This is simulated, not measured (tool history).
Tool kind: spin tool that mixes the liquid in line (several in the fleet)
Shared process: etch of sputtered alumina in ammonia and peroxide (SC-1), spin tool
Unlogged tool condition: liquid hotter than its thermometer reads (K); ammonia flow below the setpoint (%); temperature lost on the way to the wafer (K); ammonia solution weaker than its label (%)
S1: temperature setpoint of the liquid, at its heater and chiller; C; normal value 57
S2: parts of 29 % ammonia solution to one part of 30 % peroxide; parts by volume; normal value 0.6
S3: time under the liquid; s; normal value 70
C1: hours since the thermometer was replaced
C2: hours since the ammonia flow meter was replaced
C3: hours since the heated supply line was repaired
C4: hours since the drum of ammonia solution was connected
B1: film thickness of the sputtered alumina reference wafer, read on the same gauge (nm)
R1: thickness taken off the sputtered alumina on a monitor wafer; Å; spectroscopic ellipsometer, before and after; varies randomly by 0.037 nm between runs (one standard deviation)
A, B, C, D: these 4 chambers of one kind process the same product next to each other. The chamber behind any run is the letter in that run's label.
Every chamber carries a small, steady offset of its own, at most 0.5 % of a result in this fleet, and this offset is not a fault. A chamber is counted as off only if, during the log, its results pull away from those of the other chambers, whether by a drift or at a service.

run     day    S1    S2  S3      C1      C2      C3     C4      B1      R1
 1A   0.283    57   0.6  70   393.4  1418.1   818.5   26.4  59.999  46.837
 2B   0.562    57   0.6  70  1780.4    90.1   413.5  114.9  60.006   46.53
 3D   0.921    57   0.6  70    89.6  1300.2  3260.7    112  59.975  46.372
 4C     1.2    57   0.6  70   436.3   802.3  1116.9  159.6  60.018  45.981
 5A   1.567    57   0.6  70   424.2  1448.9   849.3   57.2  60.021  46.989
 6B   1.929    50  0.85  70  1813.2   122.9   446.3  147.7  60.014  33.048
 7C   2.379    50  0.85  70   464.6   830.6  1145.2  187.9  59.986  33.582
 8D   2.742    50  0.85  70   133.3  1343.9  3304.4  155.7  60.007  32.855
 9C   3.242    50  0.85  70   485.3   851.3  1165.9  208.6  59.998  32.959
10B   3.796    57   0.6  70    1858   167.7   491.1  192.5  60.022  46.824
11D   4.354    57   0.6  70     172  1382.6  3343.1  194.4  60.004  45.723
12A   4.708    57   0.6  70   499.6  1524.3   924.7  132.6  59.997  47.278
13A   5.175    57   0.6  70   510.8  1535.5   935.9  143.8  59.986  47.185
14B   5.467    57   0.6  70  1898.1   207.8   531.2  232.6  59.978  46.506
15D   5.962    57   0.6  70   210.6  1421.2  3381.7    233  59.995   46.18
16C   6.446    57   0.6  70   562.2   928.2  1242.8  285.5  60.041  48.052
17C   6.871    57  0.75  70   572.4   938.4    1253  295.7  60.003  50.279
18B   7.283    57  0.75  70  1941.7   251.4   574.8  276.2   60.02  47.899
19D   7.829    57  0.75  70   255.4    1466  3426.5  277.8  59.999  47.055
20A   8.117    57  0.75  70   581.4  1606.1  1006.5  214.4  60.048  47.567
21D   8.571    57   0.6  70   273.2  1483.8  3444.3  295.6  59.995  45.503
22A   9.104    57   0.6  70   605.1  1629.8  1030.2  238.1  59.992  46.675
23B   9.529    57   0.6  70  1995.6   305.3   628.7  330.1  60.017  47.225
      9.533  -- chamber C: heated supply line repaired
      9.821  -- chamber D: heated supply line repaired
24C  10.092    57   0.6  70   649.7  1015.7    13.5    373  60.035  51.184
     10.104  -- chamber C: ammonia flow meter replaced
25A  10.367  48.5   0.6  70   635.4  1660.1  1060.5  268.4  60.032  29.345
26C  10.675  48.5   0.6  70   663.7    13.8    27.5    387  60.011  32.839
27D  11.108  48.5   0.6  70   334.1  1544.7      31  356.5  60.014  29.147
28B  11.558  48.5   0.6  70  2044.3     354   677.4  378.8  59.978  29.414

For the next run the whole fleet of 4 chambers uses the same settings. Give each chamber's results:
29A  11.967  57  0.45  70                       ?
29B  11.967  57  0.45  70                       ?
29C  11.967  57  0.45  70                       ?
29D  11.967  57  0.45  70                       ?

run      R1
29A  45.421
29B  44.819
29C  50.768
29D  45.618

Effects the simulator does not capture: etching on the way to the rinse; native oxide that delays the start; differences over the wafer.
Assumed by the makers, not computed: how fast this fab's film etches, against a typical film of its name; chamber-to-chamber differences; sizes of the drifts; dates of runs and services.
